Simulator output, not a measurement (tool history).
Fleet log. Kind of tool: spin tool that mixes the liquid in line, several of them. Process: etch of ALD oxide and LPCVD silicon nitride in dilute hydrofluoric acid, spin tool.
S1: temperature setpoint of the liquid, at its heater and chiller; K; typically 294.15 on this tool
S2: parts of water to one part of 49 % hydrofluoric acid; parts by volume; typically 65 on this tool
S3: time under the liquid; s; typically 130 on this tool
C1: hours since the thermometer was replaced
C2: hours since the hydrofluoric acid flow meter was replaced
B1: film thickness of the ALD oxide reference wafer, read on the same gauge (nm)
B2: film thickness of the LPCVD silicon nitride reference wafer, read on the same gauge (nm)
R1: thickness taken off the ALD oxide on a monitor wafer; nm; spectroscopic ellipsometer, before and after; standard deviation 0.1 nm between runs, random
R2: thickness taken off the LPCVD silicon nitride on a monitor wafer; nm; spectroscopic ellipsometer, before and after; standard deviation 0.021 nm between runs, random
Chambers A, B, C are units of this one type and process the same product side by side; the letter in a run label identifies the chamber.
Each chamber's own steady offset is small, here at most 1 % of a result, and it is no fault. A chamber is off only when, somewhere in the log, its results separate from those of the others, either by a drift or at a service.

{"run": "1B", "hour": 3.6, "S1": 294.15, "S2": 65, "S3": 130, "C1": 711.6, "C2": 1050.8, "B1": 140.01, "B2": 69.994, "R1": 18.114, "R2": 0.94309}
{"run": "2A", "hour": 7.1, "S1": 294.15, "S2": 65, "S3": 130, "C1": 679.2, "C2": 1008.9, "B1": 140.0, "B2": 70.041, "R1": 18.052, "R2": 0.92954}
{"run": "3C", "hour": 11.1, "S1": 294.15, "S2": 65, "S3": 130, "C1": 479.0, "C2": 1038.8, "B1": 139.93, "B2": 70.033, "R1": 18.226, "R2": 0.94031}
{"run": "4C", "hour": 13.9, "S1": 294.15, "S2": 65, "S3": 130, "C1": 481.8, "C2": 1041.6, "B1": 140.02, "B2": 70.04, "R1": 18.133, "R2": 0.94779}
{"run": "5B", "hour": 16.1, "S1": 294.15, "S2": 65, "S3": 130, "C1": 724.1, "C2": 1063.3, "B1": 140.0, "B2": 70.007, "R1": 18.158, "R2": 0.91254}
{"run": "6A", "hour": 19.7, "S1": 294.15, "S2": 65, "S3": 130, "C1": 691.8, "C2": 1021.5, "B1": 139.99, "B2": 70.006, "R1": 18.212, "R2": 0.96433}
{"run": "7B", "hour": 22.1, "S1": 294.15, "S2": 65, "S3": 130, "C1": 730.1, "C2": 1069.3, "B1": 140.04, "B2": 69.971, "R1": 18.163, "R2": 0.92948}
{"run": "8C", "hour": 25.4, "S1": 294.15, "S2": 65, "S3": 130, "C1": 493.3, "C2": 1053.1, "B1": 139.94, "B2": 70.03, "R1": 18.101, "R2": 0.92268}
{"run": "9A", "hour": 29.4, "S1": 294.15, "S2": 65, "S3": 130, "C1": 701.5, "C2": 1031.2, "B1": 139.99, "B2": 69.979, "R1": 18.027, "R2": 0.95127}
{"run": "10C", "hour": 33.3, "S1": 294.15, "S2": 65, "S3": 130, "C1": 501.2, "C2": 1061.0, "B1": 139.99, "B2": 70.005, "R1": 18.36, "R2": 0.94522}
{"run": "11B", "hour": 35.4, "S1": 294.15, "S2": 65, "S3": 130, "C1": 743.4, "C2": 1082.6, "B1": 140.02, "B2": 70.0, "R1": 18.201, "R2": 0.93509}
{"run": "12A", "hour": 38.2, "S1": 294.15, "S2": 65, "S3": 130, "C1": 710.3, "C2": 1040.0, "B1": 140.0, "B2": 69.996, "R1": 18.25, "R2": 0.92092}
{"run": "13A", "hour": 41.8, "S1": 294.15, "S2": 65, "S3": 130, "C1": 713.9, "C2": 1043.6, "B1": 140.02, "B2": 70.027, "R1": 18.304, "R2": 0.97242}
{"run": "14C", "hour": 44.0, "S1": 299.15, "S2": 65, "S3": 90, "C1": 511.9, "C2": 1071.7, "B1": 139.99, "B2": 69.999, "R1": 15.614, "R2": 0.92828}
{"run": "15B", "hour": 46.5, "S1": 299.15, "S2": 65, "S3": 90, "C1": 754.5, "C2": 1093.7, "B1": 139.98, "B2": 69.997, "R1": 15.458, "R2": 0.94164}
{"run": "16B", "hour": 48.8, "S1": 299.15, "S2": 65, "S3": 90, "C1": 756.8, "C2": 1096.0, "B1": 140.0, "B2": 69.968, "R1": 15.311, "R2": 0.8922}
{"run": "17C", "hour": 51.8, "S1": 294.15, "S2": 65, "S3": 130, "C1": 519.7, "C2": 1079.5, "B1": 140.01, "B2": 69.961, "R1": 18.607, "R2": 1.0032}
{"run": "18A", "hour": 53.9, "S1": 294.15, "S2": 65, "S3": 130, "C1": 726.0, "C2": 1055.7, "B1": 140.0, "B2": 69.998, "R1": 18.246, "R2": 0.95347}
{"run": "19B", "hour": 56.6, "S1": 294.15, "S2": 65, "S3": 130, "C1": 764.6, "C2": 1103.8, "B1": 140.02, "B2": 69.996, "R1": 18.239, "R2": 0.93388}
{"run": "20C", "hour": 60.1, "S1": 294.15, "S2": 65, "S3": 130, "C1": 528.0, "C2": 1087.8, "B1": 140.0, "B2": 69.993, "R1": 18.53, "R2": 0.97268}
{"run": "21A", "hour": 64.3, "S1": 294.15, "S2": 65, "S3": 130, "C1": 736.4, "C2": 1066.1, "B1": 140.01, "B2": 70.035, "R1": 18.3, "R2": 0.99485}
{"run": "22A", "hour": 68.1, "S1": 294.15, "S2": 65, "S3": 130, "C1": 740.2, "C2": 1069.9, "B1": 139.98, "B2": 70.029, "R1": 18.109, "R2": 0.96355}
{"run": "23C", "hour": 70.5, "S1": 294.15, "S2": 65, "S3": 130, "C1": 538.4, "C2": 1098.2, "B1": 139.99, "B2": 70.031, "R1": 18.834, "R2": 1.0125}
{"run": "24B", "hour": 74.7, "S1": 294.15, "S2": 50, "S3": 130, "C1": 782.7, "C2": 1121.9, "B1": 140.01, "B2": 69.974, "R1": 24.091, "R2": 1.2662}
{"run": "25A", "hour": 77.8, "S1": 294.15, "S2": 50, "S3": 130, "C1": 749.9, "C2": 1079.6, "B1": 139.97, "B2": 70.007, "R1": 24.136, "R2": 1.2426}
{"run": "26C", "hour": 81.2, "S1": 294.15, "S2": 50, "S3": 130, "C1": 549.1, "C2": 1108.9, "B1": 140.02, "B2": 69.991, "R1": 24.914, "R2": 1.3105}
{"run": "27B", "hour": 83.2, "S1": 294.15, "S2": 80, "S3": 130, "C1": 791.2, "C2": 1130.4, "B1": 139.99, "B2": 69.965, "R1": 14.379, "R2": 0.77413}
{"run": "28B", "hour": 86.8, "S1": 294.15, "S2": 80, "S3": 130, "C1": 794.8, "C2": 1134.0, "B1": 140.03, "B2": 70.04, "R1": 14.41, "R2": 0.76737}
{"run": "29A", "hour": 90.6, "S1": 294.15, "S2": 80, "S3": 130, "C1": 762.7, "C2": 1092.4, "B1": 140.02, "B2": 70.049, "R1": 14.53, "R2": 0.77052}
{"run": "30C", "hour": 94.3, "S1": 294.15, "S2": 65, "S3": 130, "C1": 562.2, "C2": 1122.0, "B1": 139.98, "B2": 70.086, "R1": 19.101, "R2": 1.0162}
{"run": "31C", "hour": 98.4, "S1": 294.15, "S2": 65, "S3": 130, "C1": 566.3, "C2": 1126.1, "B1": 140.03, "B2": 69.99, "R1": 19.266, "R2": 1.0297}
{"run": "32A", "hour": 101.7, "S1": 294.15, "S2": 65, "S3": 130, "C1": 773.8, "C2": 1103.5, "B1": 139.98, "B2": 70.002, "R1": 18.132, "R2": 0.9663}
{"run": "33B", "hour": 105.3, "S1": 294.15, "S2": 65, "S3": 130, "C1": 813.3, "C2": 1152.5, "B1": 140.0, "B2": 69.977, "R1": 18.184, "R2": 0.94286}

For the next run the whole fleet of 3 chambers uses the same settings. Give each chamber's results:
{"run": "34A", "hour": 108.4, "S1": 294.15, "S2": 65, "S3": 90, "R1": "?", "R2": "?"}
{"run": "34B", "hour": 108.4, "S1": 294.15, "S2": 65, "S3": 90, "R1": "?", "R2": "?"}
{"run": "34C", "hour": 108.4, "S1": 294.15, "S2": 65, "S3": 90, "R1": "?", "R2": "?"}

run=34A R1=12.605 R2=0.65187
run=34B R1=12.630 R2=0.63521
run=34C R1=13.457 R2=0.74997
